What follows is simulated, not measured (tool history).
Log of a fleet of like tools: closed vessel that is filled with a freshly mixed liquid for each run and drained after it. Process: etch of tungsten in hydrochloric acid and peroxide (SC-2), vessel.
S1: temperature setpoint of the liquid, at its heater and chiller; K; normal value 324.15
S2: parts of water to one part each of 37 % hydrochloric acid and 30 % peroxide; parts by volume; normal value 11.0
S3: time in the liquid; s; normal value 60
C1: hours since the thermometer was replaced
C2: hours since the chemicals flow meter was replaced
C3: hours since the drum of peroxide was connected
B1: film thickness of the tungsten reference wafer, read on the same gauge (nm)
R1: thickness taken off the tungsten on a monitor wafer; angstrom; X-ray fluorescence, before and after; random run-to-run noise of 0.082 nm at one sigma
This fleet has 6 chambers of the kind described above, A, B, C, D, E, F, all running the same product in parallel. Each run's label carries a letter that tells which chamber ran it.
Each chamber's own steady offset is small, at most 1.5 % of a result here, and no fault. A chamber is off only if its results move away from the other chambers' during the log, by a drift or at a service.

run,hour,S1,S2,S3,C1,C2,C3,B1,R1
1C,6.2,324.15,11.0,60,285.3,502.6,581.9,39.967,125.610
# hour 11.3: chamber A: new drum of peroxide connected
2E,12.0,324.15,11.0,60,1286.4,56.3,1588.1,40.052,127.690
# hour 14.4: chamber D: chemicals flow meter replaced
3D,15.0,324.15,11.0,60,1637.7,0.6,900.1,40.015,127.420
4A,20.1,324.15,11.0,60,591.3,1050.9,8.9,39.997,126.190
5B,23.2,324.15,11.0,60,1106.8,1027.9,734.4,40.054,129.010
6F,27.8,324.15,11.0,60,608.2,954.2,309.3,39.994,127.080
7D,32.8,324.15,11.0,60,1655.5,18.4,917.9,40.016,126.050
# hour 37.6: chamber E: new drum of peroxide connected
8F,39.2,324.15,11.0,60,619.6,965.6,320.7,40.038,126.580
9B,45.0,324.15,11.0,60,1128.6,1049.7,756.2,39.989,128.270
# hour 48.6: chamber C: new drum of peroxide connected
10C,50.5,324.15,11.0,60,329.6,546.9,2.0,39.982,126.260
# hour 53.0: chamber F: chemicals flow meter replaced
11A,55.9,316.15,11.0,60,627.1,1086.7,44.7,39.955,73.376
12E,61.1,316.15,11.0,60,1335.5,105.4,23.5,39.996,73.105
13D,64.2,316.15,11.0,60,1686.9,49.8,949.3,40.067,72.704
14F,70.5,316.15,11.0,60,650.9,17.5,352.0,40.002,73.227
15E,75.2,316.15,11.0,60,1349.6,119.5,37.6,40.036,74.340
16C,79.1,316.15,11.0,60,358.2,575.5,30.6,40.036,72.569
17A,84.7,324.15,11.0,60,655.9,1115.5,73.5,39.942,128.390
18B,88.4,324.15,11.0,50,1172.0,1093.1,799.6,40.018,109.270
19E,91.9,324.15,11.0,50,1366.3,136.2,54.3,40.016,107.370
20D,95.4,324.15,11.0,50,1718.1,81.0,980.5,39.973,106.230
21A,100.6,324.15,11.0,50,671.8,1131.4,89.4,40.005,106.290
22F,106.0,324.15,11.0,50,686.4,53.0,387.5,40.002,106.400
# hour 109.7: chamber D: new drum of peroxide connected
23C,109.7,324.15,11.0,50,388.8,606.1,61.2,40.020,105.050
24B,114.7,324.15,11.0,60,1198.3,1119.4,825.9,39.980,128.580
25A,118.8,321.15,11.0,45,690.0,1149.6,107.6,40.002,78.576
26E,122.3,321.15,11.0,45,1396.7,166.6,84.7,40.058,78.849
27D,126.1,321.15,11.0,45,1748.8,111.7,16.4,40.057,77.269
28C,132.2,321.15,11.0,45,411.3,628.6,83.7,40.020,77.615
# hour 133.8: chamber F: new drum of peroxide connected
29B,138.1,321.15,11.0,45,1221.7,1142.8,849.3,40.025,79.389
# hour 139.3: chamber A: thermometer replaced
30F,142.8,321.15,11.0,45,723.2,89.8,9.0,40.038,77.665
31A,146.9,324.15,11.0,60,7.7,1177.7,135.7,39.970,125.910
32F,152.3,324.15,12.5,60,732.7,99.3,18.5,39.950,114.720
33C,156.2,324.15,12.5,60,435.3,652.6,107.7,39.990,113.440
34B,160.4,324.15,12.5,60,1244.0,1165.1,871.6,39.978,115.330
35D,166.6,324.15,12.5,60,1789.3,152.2,56.9,40.070,113.910
36E,169.9,324.15,12.5,60,1444.3,214.2,132.3,39.992,114.870
37C,173.0,324.15,12.5,60,452.1,669.4,124.5,39.955,112.610
38A,176.0,324.15,11.0,60,36.8,1206.8,164.8,40.024,126.980
39F,181.6,324.15,11.0,60,762.0,128.6,47.8,39.988,126.890
40D,185.0,324.15,11.0,60,1807.7,170.6,75.3,40.017,126.480
41E,188.3,324.15,11.0,60,1462.7,232.6,150.7,40.057,129.010
42B,193.4,317.65,11.0,60,1277.0,1198.1,904.6,39.968,83.620
43D,197.9,317.65,11.0,60,1820.6,183.5,88.2,39.981,81.700
44A,203.4,317.65,11.0,60,64.2,1234.2,192.2,39.999,81.713

What goes on in this fleet: one chamber off, a drifting gauge, or nothing beyond the chambers' own small offsets? Name the chamber and the cause, if any.

No chamber stands off beyond its own small offset, and the gauge holds steady.
